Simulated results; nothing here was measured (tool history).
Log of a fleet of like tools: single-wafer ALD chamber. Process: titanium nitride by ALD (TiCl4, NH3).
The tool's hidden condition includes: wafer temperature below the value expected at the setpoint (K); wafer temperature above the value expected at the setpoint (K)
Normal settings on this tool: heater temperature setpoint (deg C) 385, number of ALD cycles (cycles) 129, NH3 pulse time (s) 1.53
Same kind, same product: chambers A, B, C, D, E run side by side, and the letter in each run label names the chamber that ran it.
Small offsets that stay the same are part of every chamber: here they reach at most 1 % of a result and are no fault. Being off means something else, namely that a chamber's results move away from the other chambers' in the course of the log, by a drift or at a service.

run   hour  heater temperature setpoint (deg C)  number of ALD cycles (cycles)  NH3 pulse time (s)  hours since the last thermocouple change  read-back reference wafer on the same gauge, thickness_nm  mean film thickness on the monitor wafer (nm)
 1C    8.1                                  385                            129                1.53                                     975.9                                                     3.2909                                         2.7784
 2B   20.6                                  385                            129                1.53                                    1721.5                                                     3.2878                                         2.7761
 3E   32.3                                  385                            129                1.53                                    1303.0                                                     3.2902                                         2.7764
 4A   38.4                                  385                            129                1.53                                    1349.2                                                     3.2900                                         2.7449
 5D   50.3                                  385                            129                1.53                                    1715.1                                                     3.2901                                         2.7766
 6C   58.3                                  385                            129                1.53                                    1026.1                                                     3.2905                                         2.7800
 7B   65.0                                  385                            129                1.53                                    1765.9                                                     3.2905                                         2.7706
 8D   78.3                                  385                            129                1.53                                    1743.1                                                     3.2920                                         2.7769
 9A   85.4                                  385                            129                1.53                                    1396.2                                                     3.2887                                         2.7674
      92.4  -- chamber C: thermocouple changed; heater temperature recalibrated
10E   97.5                                  385                            129                1.53                                    1368.2                                                     3.2895                                         2.7879
11C  108.3                                  385                            129                1.53                                      16.0                                                     3.2889                                         2.7846
12B  117.0                                  385                            129                1.53                                    1817.9                                                     3.2899                                         2.7734
13E  128.4                                  385                            129                1.53                                    1399.1                                                     3.2919                                         2.7746
14D  134.7                                  385                            129                1.53                                    1799.5                                                     3.2906                                         2.7668
15A  144.4                                  385                            129                1.53                                    1455.2                                                     3.2899                                         2.7609
16B  151.4                                  385                            129                1.53                                    1852.3                                                     3.2886                                         2.7587
17A  159.0                                  385                            129                1.53                                    1469.8                                                     3.2899                                         2.7766
18E  171.0                                  385                            129                1.53                                    1441.7                                                     3.2888                                         2.7849
19D  181.9                                  385                            129                1.53                                    1846.7                                                     3.2892                                         2.7708
20C  193.2                                  385                            129                1.53                                     100.9                                                     3.2895                                         2.7758
21A  204.2                                  385                            129                1.53                                    1515.0                                                     3.2904                                         2.7556
22C  210.0                                  385                            129                1.53                                     117.7                                                     3.2912                                         2.7628
23D  220.6                                  385                            129                1.53                                    1885.4                                                     3.2873                                         2.7683
24B  233.2                                  385                            141                1.53                                    1934.1                                                     3.2918                                         3.0199
25E  241.2                                  385                            141                1.53                                    1511.9                                                     3.2895                                         3.0375
26B  250.2                                  385                            141                1.53                                    1951.1                                                     3.2918                                         3.0346
27D  256.5                                  385                            141                1.53                                    1921.3                                                     3.2917                                         3.0226
28A  267.2                                  385                            141                1.53                                    1578.0                                                     3.2915                                         3.0234
29C  279.2                                  385                            129                1.53                                     186.9                                                     3.2893                                         2.7736
30E  284.9                                  385                            129                1.53                                    1555.6                                                     3.2897                                         2.7716

Does one chamber stand apart from the rest, does the shared gauge drift, or is all well apart from small per-chamber offsets? Give the chamber and the most likely cause, where there is one.

No chamber stands off beyond its own small offset, and the gauge holds steady.

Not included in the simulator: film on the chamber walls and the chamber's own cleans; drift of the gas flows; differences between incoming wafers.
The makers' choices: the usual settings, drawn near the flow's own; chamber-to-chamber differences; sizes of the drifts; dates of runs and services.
